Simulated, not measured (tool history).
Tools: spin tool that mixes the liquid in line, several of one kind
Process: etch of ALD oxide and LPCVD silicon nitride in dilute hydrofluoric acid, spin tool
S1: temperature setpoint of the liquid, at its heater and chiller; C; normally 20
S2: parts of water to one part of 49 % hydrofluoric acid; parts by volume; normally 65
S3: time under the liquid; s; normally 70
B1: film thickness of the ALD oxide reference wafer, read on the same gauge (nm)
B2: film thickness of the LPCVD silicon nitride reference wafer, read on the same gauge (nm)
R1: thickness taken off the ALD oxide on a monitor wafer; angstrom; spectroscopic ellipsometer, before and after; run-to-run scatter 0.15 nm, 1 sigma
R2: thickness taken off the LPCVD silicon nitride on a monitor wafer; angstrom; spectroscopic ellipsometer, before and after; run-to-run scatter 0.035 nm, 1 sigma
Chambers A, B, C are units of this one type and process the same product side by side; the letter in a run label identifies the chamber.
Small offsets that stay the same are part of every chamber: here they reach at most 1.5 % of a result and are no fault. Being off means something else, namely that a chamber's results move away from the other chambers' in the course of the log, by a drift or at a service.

run 1A day=0.167 | S1=20 S2=65 S3=70 | B1=139.98 B2=79.995 | R1=153.34 R2=4.5914
run 2C day=0.304 | S1=20 S2=65 S3=70 | B1=139.95 B2=79.991 | R1=151.15 R2=4.9656
run 3B day=0.475 | S1=20 S2=65 S3=70 | B1=140.01 B2=79.997 | R1=150.8 R2=4.7024
run 4B day=0.658 | S1=20 S2=65 S3=70 | B1=140 B2=80.009 | R1=152.35 R2=4.0424
run 5C day=0.862 | S1=20 S2=65 S3=70 | B1=139.98 B2=80.032 | R1=152.71 R2=4.579
run 6A day=1.075 | S1=20 S2=65 S3=70 | B1=140 B2=80.013 | R1=151.21 R2=4.4644
run 7C day=1.254 | S1=20 S2=65 S3=70 | B1=139.94 B2=80.007 | R1=153.11 R2=3.995
run 8A day=1.475 | S1=20 S2=65 S3=70 | B1=139.94 B2=79.973 | R1=152.59 R2=4.2278
-- day=1.558 chamber C: thermometer replaced
run 9B day=1.704 | S1=20 S2=65 S3=70 | B1=140.03 B2=80.017 | R1=150.23 R2=4.125
run 10A day=1.908 | S1=20 S2=65 S3=70 | B1=140.01 B2=80.007 | R1=150.38 R2=4.711
run 11C day=2.129 | S1=20 S2=65 S3=70 | B1=139.96 B2=80.004 | R1=153.64 R2=4.1305
run 12B day=2.367 | S1=20 S2=65 S3=70 | B1=140 B2=79.985 | R1=151.13 R2=4.6271
run 13C day=2.571 | S1=20 S2=65 S3=70 | B1=140 B2=79.989 | R1=151.52 R2=4.2646
run 14B day=2.779 | S1=20 S2=65 S3=70 | B1=140.05 B2=79.997 | R1=148.64 R2=5.1164
run 15A day=2.946 | S1=20 S2=65 S3=70 | B1=140 B2=79.993 | R1=150.94 R2=4.4248
run 16A day=3.096 | S1=20 S2=55 S3=70 | B1=139.97 B2=80.006 | R1=180.56 R2=5.671
run 17B day=3.283 | S1=20 S2=55 S3=70 | B1=140.01 B2=80.007 | R1=179.58 R2=5.1661
run 18C day=3.475 | S1=20 S2=55 S3=70 | B1=139.94 B2=80.006 | R1=178.6 R2=3.9691
run 19C day=3.662 | S1=20 S2=65 S3=70 | B1=140.04 B2=79.995 | R1=146.37 R2=4.5711
run 20A day=3.879 | S1=20 S2=65 S3=70 | B1=140.03 B2=80.01 | R1=152.13 R2=4.0142
run 21B day=4.112 | S1=20 S2=65 S3=70 | B1=139.98 B2=79.998 | R1=151.18 R2=4.3037
-- day=4.179 chamber B: hydrofluoric acid flow meter replaced
run 22B day=4.296 | S1=20 S2=65 S3=70 | B1=140.06 B2=80.002 | R1=153.14 R2=3.9199
run 23C day=4.517 | S1=20 S2=65 S3=70 | B1=140.03 B2=80.013 | R1=145.65 R2=4.9361
run 24A day=4.646 | S1=20 S2=65 S3=70 | B1=139.95 B2=80.012 | R1=154.73 R2=4.3593
run 25A day=4.821 | S1=20 S2=65 S3=70 | B1=140.03 B2=80.018 | R1=152.91 R2=4.1584
run 26C day=4.975 | S1=20 S2=65 S3=70 | B1=140.02 B2=80.02 | R1=147.51 R2=4.6094
run 27B day=5.112 | S1=20 S2=65 S3=70 | B1=140.01 B2=79.982 | R1=149.02 R2=4.087
run 28C day=5.304 | S1=20 S2=65 S3=105 | B1=140.03 B2=79.983 | R1=216.23 R2=5.5538
run 29B day=5.446 | S1=20 S2=65 S3=105 | B1=140 B2=79.988 | R1=224.82 R2=6.2507
run 30A day=5.654 | S1=20 S2=65 S3=105 | B1=139.99 B2=79.996 | R1=227.8 R2=6.371
run 31C day=5.871 | S1=17 S2=65 S3=95 | B1=140.03 B2=79.994 | R1=166.17 R2=4.0725
run 32B day=5.983 | S1=17 S2=65 S3=95 | B1=139.95 B2=79.997 | R1=181.21 R2=4.9913
run 33A day=6.183 | S1=17 S2=65 S3=95 | B1=139.96 B2=79.998 | R1=182.69 R2=4.3678
run 34B day=6.383 | S1=20 S2=65 S3=70 | B1=140.07 B2=79.987 | R1=151.43 R2=4.4735

Which is it: a chamber that has drifted or been left off by a service, a gauge drift common to all chambers, or only each chamber's usual small offset? If a chamber is off, name it and its likeliest cause.

It is chamber C that slowly wanders off from its peers.
What lies behind it: hydrofluoric acid flow below the setpoint (%) = 8.16.

Which of the 4 candidates below, each the usual settings with something changed and its results left as question marks, puts chamber C back in line with what the other chambers give on the usual settings?
Counts as in line when no further than this from what the other chambers average on the usual settings: R1 5.1 angstrom; R2 1.2 angstrom
run 35C-1 day=6.562 | S1=20 S2=60 S3=75 | R1=? R2=?
run 35C-2 day=6.562 | S1=20 S2=65 S3=65 | R1=? R2=?
run 35C-3 day=6.562 | S1=20 S2=65 S3=75 | R1=? R2=?
run 35C-4 day=6.562 | S1=20 S2=70 S3=65 | R1=? R2=?

Average result of the remaining chambers running the usual settings: R1 151.17 angstrom; R2 4.305 angstrom
run=35C-1 R1=162.08 R2=4.8009
run=35C-2 R1=128.85 R2=3.8486
run=35C-3 R1=148.67 R2=4.4407
run=35C-4 R1=118.88 R2=3.5799
35C-3 brings the chamber back in line.
